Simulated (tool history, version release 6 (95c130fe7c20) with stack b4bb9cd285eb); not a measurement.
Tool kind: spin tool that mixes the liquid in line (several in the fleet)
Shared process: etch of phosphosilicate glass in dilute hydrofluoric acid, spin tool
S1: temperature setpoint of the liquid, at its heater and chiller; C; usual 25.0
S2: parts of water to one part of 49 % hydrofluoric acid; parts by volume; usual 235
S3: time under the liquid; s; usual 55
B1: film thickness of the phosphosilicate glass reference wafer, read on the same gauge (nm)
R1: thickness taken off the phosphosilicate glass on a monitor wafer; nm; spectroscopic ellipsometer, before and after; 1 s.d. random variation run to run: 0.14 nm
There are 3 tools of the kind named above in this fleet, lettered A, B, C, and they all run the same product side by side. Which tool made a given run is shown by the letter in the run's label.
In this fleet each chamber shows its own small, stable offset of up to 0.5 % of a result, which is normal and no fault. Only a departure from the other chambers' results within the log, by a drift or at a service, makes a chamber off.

| run | hour | S1 | S2 | S3 | B1 | R1 |
|---|---|---|---|---|---|---|
| 1B | 9.0 | 25.0 | 235 | 55 | 139.98 | 29.451 |
| 2C | 14.8 | 25.0 | 235 | 55 | 140.00 | 29.043 |
| 3A | 26.8 | 25.0 | 235 | 55 | 139.99 | 29.032 |
| 4B | 37.3 | 25.0 | 235 | 55 | 140.01 | 29.269 |
| 5A | 45.7 | 25.0 | 235 | 55 | 139.98 | 28.913 |
| 6C | 56.1 | 25.0 | 235 | 55 | 139.99 | 29.426 |
| 7A | 64.4 | 25.0 | 235 | 55 | 140.00 | 29.195 |
|  | 67.7 | chamber B: thermometer replaced |
| 8B | 73.4 | 25.0 | 235 | 55 | 140.01 | 29.331 |
| 9C | 80.4 | 25.0 | 235 | 55 | 139.99 | 29.407 |
| 10A | 87.6 | 25.0 | 235 | 55 | 139.99 | 29.410 |
| 11B | 94.0 | 28.5 | 235 | 90 | 139.97 | 54.513 |
| 12C | 101.4 | 28.5 | 235 | 90 | 140.01 | 53.654 |
| 13A | 113.9 | 28.5 | 235 | 90 | 139.98 | 53.584 |
| 14B | 121.4 | 25.0 | 235 | 55 | 140.04 | 29.177 |
| 15C | 128.7 | 25.0 | 235 | 55 | 140.00 | 29.160 |
| 16C | 138.9 | 25.0 | 235 | 55 | 139.99 | 29.361 |
| 17B | 150.4 | 25.0 | 235 | 55 | 139.97 | 29.267 |
| 18A | 161.6 | 25.0 | 235 | 55 | 140.01 | 29.270 |
| 19A | 169.4 | 25.0 | 235 | 40 | 139.98 | 21.149 |
| 20C | 180.2 | 25.0 | 235 | 40 | 140.01 | 21.232 |
| 21B | 191.4 | 25.0 | 235 | 40 | 140.00 | 21.286 |
| 22A | 204.4 | 25.0 | 235 | 55 | 140.03 | 29.140 |
| 23B | 217.3 | 23.5 | 235 | 55 | 140.00 | 27.632 |
|  | 221.7 | chamber C: thermometer replaced |
| 24C | 225.7 | 23.5 | 235 | 55 | 140.00 | 27.801 |
| 25B | 238.0 | 23.5 | 235 | 55 | 139.99 | 27.617 |
| 26C | 244.0 | 25.0 | 235 | 55 | 140.02 | 29.366 |
| 27A | 255.6 | 25.0 | 235 | 55 | 140.00 | 29.250 |

Has any chamber moved away from the others, gradually or after a service, or does the common gauge drift, or do the chambers differ only by their own small steady offsets? State the chamber and the most likely cause if one applies.

Beyond each chamber's small constant offset nothing stands out, and the gauge stays steady.

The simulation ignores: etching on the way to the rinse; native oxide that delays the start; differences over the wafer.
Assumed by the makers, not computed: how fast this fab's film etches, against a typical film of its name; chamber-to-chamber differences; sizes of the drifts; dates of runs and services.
